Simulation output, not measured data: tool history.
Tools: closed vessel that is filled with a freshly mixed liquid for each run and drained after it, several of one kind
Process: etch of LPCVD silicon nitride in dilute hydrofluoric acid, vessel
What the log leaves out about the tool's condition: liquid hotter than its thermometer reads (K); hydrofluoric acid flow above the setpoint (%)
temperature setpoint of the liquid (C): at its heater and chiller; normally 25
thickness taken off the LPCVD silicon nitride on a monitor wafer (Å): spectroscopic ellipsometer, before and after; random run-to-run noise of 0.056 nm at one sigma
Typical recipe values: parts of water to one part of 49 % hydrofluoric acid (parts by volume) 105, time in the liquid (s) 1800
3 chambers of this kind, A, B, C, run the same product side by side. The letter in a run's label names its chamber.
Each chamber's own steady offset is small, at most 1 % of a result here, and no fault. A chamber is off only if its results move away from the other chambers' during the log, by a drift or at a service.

run	day	temperature setpoint of the liquid (C)	parts of water to one part of 49 % hydrofluoric acid (parts by volume)	time in the liquid (s)	hours since the thermometer was replaced	hours since the hydrofluoric acid flow meter was replaced	read-back film thickness of the LPCVD silicon nitride reference wafer, read on the same gauge (nm)	thickness taken off the LPCVD silicon nitride on a monitor wafer (Å)
1C	0.433	25	105	1800	244.7	810.9	129.99	76.689
2B	0.921	25	105	1800	1703.8	196	129.99	77.516
3A	1.296	25	105	1800	690.6	1492.6	130	78.896
4B	1.8	25	105	1800	1724.9	217.1	130.02	77.111
5C	2.154	29.5	140	1800	286	852.2	130	76.133
6A	2.696	29.5	140	1800	724.2	1526.2	130.01	78.793
7A	3.171	29.5	140	1800	735.6	1537.6	130	78.341
8C	3.458	25	105	1800	317.3	883.5	130	76.494
9B	3.783	25	105	1800	1772.5	264.7	130.01	79.189
10A	4.121	25	105	1800	758.4	1560.4	130.02	78.416
# day 4.133: chamber C: hydrofluoric acid flow meter replaced
11C	4.608	21	105	1800	344.9	11.4	129.99	59.66
12B	4.95	21	105	1800	1800.5	292.7	130.01	60.618
13B	5.442	21	105	1800	1812.3	304.5	129.99	60.865
14C	5.771	25	105	1800	372.8	39.3	130.02	77.292
15A	6.125	23.5	85	1800	806.5	1608.5	130	87.546
16C	6.6	23.5	85	1800	392.7	59.2	129.98	86.099
17A	7.175	23.5	85	1800	831.7	1633.7	129.99	86.15
18B	7.75	25	105	1800	1867.7	359.9	130	83.362
# day 7.938: chamber B: thermometer replaced
19B	8.288	25	105	1800	8.5	372.8	130	82.642
20A	8.675	25	85	1800	867.7	1669.7	129.98	96.184

Which is it: a chamber that has drifted or been left off by a service, a gauge drift common to all chambers, or only each chamber's usual small offset? If a chamber is off, name it and its likeliest cause.

Chamber B drifts away from the others.
Likeliest cause: hydrofluoric acid flow above the setpoint (%) = 8.62.

Here are 4 candidates for chamber B's next run, each the usual settings with a change, their results left as question marks. Which one brings its results back in line with what the others give on the usual settings?
To be in line, a result may differ from the other chambers' mean on the usual settings by at most: thickness taken off the LPCVD silicon nitride on a monitor wafer (Å) 2
21B-1	9.104	25	105	1670				?
21B-2	9.104	25.5	100	1800				?
21B-3	9.104	24.5	105	1800				?
21B-4	9.104	25	105	1840				?

What the other chambers average on the usual settings: thickness taken off the LPCVD silicon nitride on a monitor wafer (Å) 77.745
run	thickness taken off the LPCVD silicon nitride on a monitor wafer (Å)
21B-1	77.789
21B-2	91.026
21B-3	81.086
21B-4	85.708
21B-1 is the one that brings the chamber's results back in line with the other chambers.

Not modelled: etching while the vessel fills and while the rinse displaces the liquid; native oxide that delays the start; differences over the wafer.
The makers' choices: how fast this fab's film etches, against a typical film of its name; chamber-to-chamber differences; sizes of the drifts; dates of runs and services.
